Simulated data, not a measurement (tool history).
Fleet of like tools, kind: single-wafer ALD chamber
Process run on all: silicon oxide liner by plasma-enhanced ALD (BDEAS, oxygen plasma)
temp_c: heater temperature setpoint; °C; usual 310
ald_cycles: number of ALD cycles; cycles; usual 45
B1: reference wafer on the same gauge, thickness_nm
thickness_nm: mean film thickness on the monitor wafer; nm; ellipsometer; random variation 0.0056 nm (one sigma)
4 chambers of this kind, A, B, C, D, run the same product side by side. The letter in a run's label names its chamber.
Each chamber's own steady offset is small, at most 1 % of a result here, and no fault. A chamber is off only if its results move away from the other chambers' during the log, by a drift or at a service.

Run 1D, hour 8.6: usual settings; B1 3.31. Result: thickness_nm 4.131 nm.
Run 2B, hour 14.1: usual settings; B1 3.3117. Result: thickness_nm 4.11 nm.
Run 3C, hour 19.9: usual settings; B1 3.312. Result: thickness_nm 4.1505 nm.
Run 4A, hour 28.9: usual settings; B1 3.3128. Result: thickness_nm 4.1143 nm.
Run 5D, hour 36.4: usual settings; B1 3.3144. Result: thickness_nm 4.1372 nm.
Run 6C, hour 40.6: usual settings; B1 3.3143. Result: thickness_nm 4.1552 nm.
Run 7A, hour 49.6: usual settings but ald_cycles 49 cycles; B1 3.3157. Result: thickness_nm 4.4685 nm.
Run 8B, hour 58: usual settings but ald_cycles 49 cycles; B1 3.3161. Result: thickness_nm 4.4892 nm.
Run 9C, hour 64.7: usual settings but ald_cycles 49 cycles; B1 3.3165. Result: thickness_nm 4.528 nm.
Run 10A, hour 72.7: usual settings but ald_cycles 49 cycles; B1 3.3181. Result: thickness_nm 4.4802 nm.
Run 11D, hour 80.7: usual settings; B1 3.3181. Result: thickness_nm 4.1465 nm.
Run 12B, hour 86.3: usual settings; B1 3.3197. Result: thickness_nm 4.1128 nm.
Run 13A, hour 92.7: usual settings; B1 3.3214. Result: thickness_nm 4.114 nm.
Run 14C, hour 96.9: usual settings; B1 3.3191. Result: thickness_nm 4.15 nm.
Run 15B, hour 106: usual settings; B1 3.3228. Result: thickness_nm 4.1251 nm.
Run 16D, hour 112.7: usual settings; B1 3.3236. Result: thickness_nm 4.1426 nm.
Run 17C, hour 117.6: usual settings; B1 3.3224. Result: thickness_nm 4.1611 nm.
Run 18D, hour 124.3: usual settings; B1 3.3238. Result: thickness_nm 4.1525 nm.
Run 19A, hour 132.4: usual settings; B1 3.3232. Result: thickness_nm 4.1205 nm.
Run 20B, hour 138.3: usual settings; B1 3.3251. Result: thickness_nm 4.1374 nm.
Run 21C, hour 142.3: usual settings; B1 3.3266. Result: thickness_nm 4.1735 nm.
Run 22D, hour 150.4: usual settings; B1 3.3261. Result: thickness_nm 4.1519 nm.
Run 23B, hour 157.9: usual settings; B1 3.3268. Result: thickness_nm 4.1309 nm.
Run 24A, hour 162.2: usual settings; B1 3.3282. Result: thickness_nm 4.1243 nm.

Predict what each chamber gives when all 4 of them run the settings below next.
Run 25A, hour 168.7: usual settings but ald_cycles 52 cycles. Result: thickness_nm ?.
Run 25B, hour 168.7: usual settings but ald_cycles 52 cycles. Result: thickness_nm ?.
Run 25C, hour 168.7: usual settings but ald_cycles 52 cycles. Result: thickness_nm ?.
Run 25D, hour 168.7: usual settings but ald_cycles 52 cycles. Result: thickness_nm ?.

run  thickness_nm
25A        4.7655
25B        4.7842
25C        4.8107
25D         4.805
